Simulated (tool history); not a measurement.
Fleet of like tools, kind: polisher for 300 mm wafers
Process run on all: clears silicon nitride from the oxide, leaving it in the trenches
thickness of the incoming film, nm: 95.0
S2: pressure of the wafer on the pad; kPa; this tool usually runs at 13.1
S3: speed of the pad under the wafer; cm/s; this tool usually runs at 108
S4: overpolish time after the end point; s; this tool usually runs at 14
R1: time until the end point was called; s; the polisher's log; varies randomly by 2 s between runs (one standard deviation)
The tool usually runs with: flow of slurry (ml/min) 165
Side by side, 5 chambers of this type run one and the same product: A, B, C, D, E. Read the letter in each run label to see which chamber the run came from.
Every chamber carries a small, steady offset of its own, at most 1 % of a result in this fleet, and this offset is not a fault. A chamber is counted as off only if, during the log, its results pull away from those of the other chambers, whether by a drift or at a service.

run 1A day=0.212 | flow_of_slurry_(ml/min)=165 S2=13.1 S3=108 S4=14 | R1=131.74
run 2D day=0.425 | flow_of_slurry_(ml/min)=165 S2=13.1 S3=108 S4=14 | R1=130.66
run 3B day=0.654 | flow_of_slurry_(ml/min)=165 S2=13.1 S3=108 S4=14 | R1=133.96
run 4C day=1.108 | flow_of_slurry_(ml/min)=165 S2=13.1 S3=108 S4=14 | R1=132.41
-- day=1.221 chamber A: head pressure recalibrated
run 5E day=1.475 | flow_of_slurry_(ml/min)=165 S2=13.1 S3=108 S4=14 | R1=127.3
run 6D day=1.85 | flow_of_slurry_(ml/min)=165 S2=13.1 S3=108 S4=14 | R1=132.37
-- day=2 chamber B: slurry nozzle cleaned
run 7A day=2.138 | flow_of_slurry_(ml/min)=165 S2=13.1 S3=108 S4=14 | R1=133.25
-- day=2.304 chamber D: worn pad replaced by a new one
run 8B day=2.475 | flow_of_slurry_(ml/min)=165 S2=13.1 S3=108 S4=14 | R1=130.48
run 9E day=2.929 | flow_of_slurry_(ml/min)=165 S2=13.1 S3=108 S4=14 | R1=132.77
run 10C day=3.35 | flow_of_slurry_(ml/min)=165 S2=13.1 S3=108 S4=14 | R1=132.86
-- day=3.692 chamber B: worn pad replaced by a new one
run 11E day=3.779 | flow_of_slurry_(ml/min)=165 S2=13.1 S3=108 S4=14 | R1=133.73
run 12B day=4.05 | flow_of_slurry_(ml/min)=165 S2=13.1 S3=108 S4=8 | R1=129.87
-- day=4.083 chamber E: worn pad replaced by a new one
run 13C day=4.312 | flow_of_slurry_(ml/min)=165 S2=13.1 S3=108 S4=8 | R1=131.65
run 14D day=4.692 | flow_of_slurry_(ml/min)=165 S2=13.1 S3=108 S4=8 | R1=131.91
-- day=4.792 chamber D: worn pad replaced by a new one
run 15A day=5.092 | flow_of_slurry_(ml/min)=165 S2=13.1 S3=108 S4=8 | R1=131.38
-- day=5.254 chamber C: worn pad replaced by a new one
run 16D day=5.392 | flow_of_slurry_(ml/min)=165 S2=13.1 S3=108 S4=8 | R1=133.39
run 17E day=5.617 | flow_of_slurry_(ml/min)=165 S2=11.7 S3=108 S4=19 | R1=147.02
run 18A day=5.904 | flow_of_slurry_(ml/min)=165 S2=11.7 S3=108 S4=19 | R1=150.9
run 19B day=6.2 | flow_of_slurry_(ml/min)=165 S2=11.7 S3=108 S4=19 | R1=149.45
-- day=6.404 chamber C: slurry nozzle cleaned
run 20C day=6.65 | flow_of_slurry_(ml/min)=165 S2=11.7 S3=108 S4=19 | R1=143.77
run 21E day=7 | flow_of_slurry_(ml/min)=165 S2=11.7 S3=108 S4=19 | R1=149.27
run 22C day=7.392 | flow_of_slurry_(ml/min)=165 S2=13.1 S3=108 S4=14 | R1=128.09
-- day=7.583 chamber D: worn pad replaced by a new one
run 23D day=7.621 | flow_of_slurry_(ml/min)=165 S2=13.1 S3=108 S4=14 | R1=132.15
run 24A day=7.862 | flow_of_slurry_(ml/min)=165 S2=13.1 S3=108 S4=14 | R1=136.19
run 25B day=8.062 | flow_of_slurry_(ml/min)=165 S2=13.1 S3=108 S4=14 | R1=127.31
run 26B day=8.325 | flow_of_slurry_(ml/min)=165 S2=13.1 S3=108 S4=14 | R1=132.83
run 27D day=8.546 | flow_of_slurry_(ml/min)=165 S2=13.1 S3=80 S4=14 | R1=178.01
-- day=8.762 chamber A: slurry nozzle cleaned
run 28E day=8.912 | flow_of_slurry_(ml/min)=165 S2=13.1 S3=80 S4=14 | R1=183.74
-- day=8.996 chamber E: worn pad replaced by a new one
run 29A day=9.146 | flow_of_slurry_(ml/min)=165 S2=13.1 S3=80 S4=14 | R1=186.7
run 30C day=9.446 | flow_of_slurry_(ml/min)=165 S2=13.1 S3=80 S4=14 | R1=177.66
-- day=9.675 chamber B: worn pad replaced by a new one
run 31D day=9.858 | flow_of_slurry_(ml/min)=165 S2=13.1 S3=80 S4=14 | R1=178.73
-- day=10.108 chamber C: worn pad replaced by a new one
-- day=10.171 chamber D: worn pad replaced by a new one
run 32C day=10.296 | flow_of_slurry_(ml/min)=165 S2=13.1 S3=108 S4=14 | R1=131.41
run 33B day=10.562 | flow_of_slurry_(ml/min)=165 S2=13.1 S3=108 S4=14 | R1=130.21
run 34E day=11 | flow_of_slurry_(ml/min)=215 S2=13.1 S3=108 S4=14 | R1=122.8
run 35A day=11.321 | flow_of_slurry_(ml/min)=215 S2=13.1 S3=108 S4=14 | R1=136.8
-- day=11.621 chamber B: slurry nozzle cleaned
run 36A day=11.654 | flow_of_slurry_(ml/min)=215 S2=13.1 S3=108 S4=14 | R1=140.08
run 37C day=11.988 | flow_of_slurry_(ml/min)=215 S2=13.1 S3=108 S4=14 | R1=128.92
run 38E day=12.25 | flow_of_slurry_(ml/min)=215 S2=13.1 S3=108 S4=14 | R1=126.07
run 39D day=12.492 | flow_of_slurry_(ml/min)=210 S2=13.1 S3=108 S4=14 | R1=128.66
run 40B day=12.733 | flow_of_slurry_(ml/min)=210 S2=13.1 S3=108 S4=14 | R1=125.22
-- day=12.958 chamber B: head pressure recalibrated
run 41C day=12.962 | flow_of_slurry_(ml/min)=210 S2=13.1 S3=108 S4=14 | R1=123.32
run 42B day=13.171 | flow_of_slurry_(ml/min)=210 S2=13.1 S3=108 S4=14 | R1=127.47
run 43E day=13.504 | flow_of_slurry_(ml/min)=210 S2=13.1 S3=108 S4=14 | R1=124.36
run 44A day=13.929 | flow_of_slurry_(ml/min)=165 S2=13.1 S3=108 S4=14 | R1=147.47

Is one chamber off against the others, does the gauge drift, or is nothing wrong? If a chamber is off, say which, and what the likeliest cause is.

Little by little, chamber A moves away from the other chambers.
Cause: removal rate lost through wear of the pad, % = 11.
The log might look much the same if the cause were instead: head's pressure below its setpoint, %.

Which of the 4 candidates below, each the usual settings with something changed and its results left as question marks, puts chamber A back in line with what the other chambers give on the usual settings?
Counts as in line when no further than this from what the other chambers average on the usual settings: R1 7.2 s
run 45A-1 day=14.254 | flow_of_slurry_(ml/min)=165 S2=13.8 S3=114 S4=14 | R1=?
run 45A-2 day=14.254 | flow_of_slurry_(ml/min)=165 S2=10.3 S3=108 S4=14 | R1=?
run 45A-3 day=14.254 | flow_of_slurry_(ml/min)=170 S2=14.5 S3=120 S4=14 | R1=?
run 45A-4 day=14.254 | flow_of_slurry_(ml/min)=160 S2=11.7 S3=108 S4=14 | R1=?

The mean the other chambers reach with the usual settings: R1 131.43 s
run=45A-1 R1=132.98
run=45A-2 R1=187.78
run=45A-3 R1=119.59
run=45A-4 R1=166.35
It is 45A-1 that realigns the chamber with its peers.

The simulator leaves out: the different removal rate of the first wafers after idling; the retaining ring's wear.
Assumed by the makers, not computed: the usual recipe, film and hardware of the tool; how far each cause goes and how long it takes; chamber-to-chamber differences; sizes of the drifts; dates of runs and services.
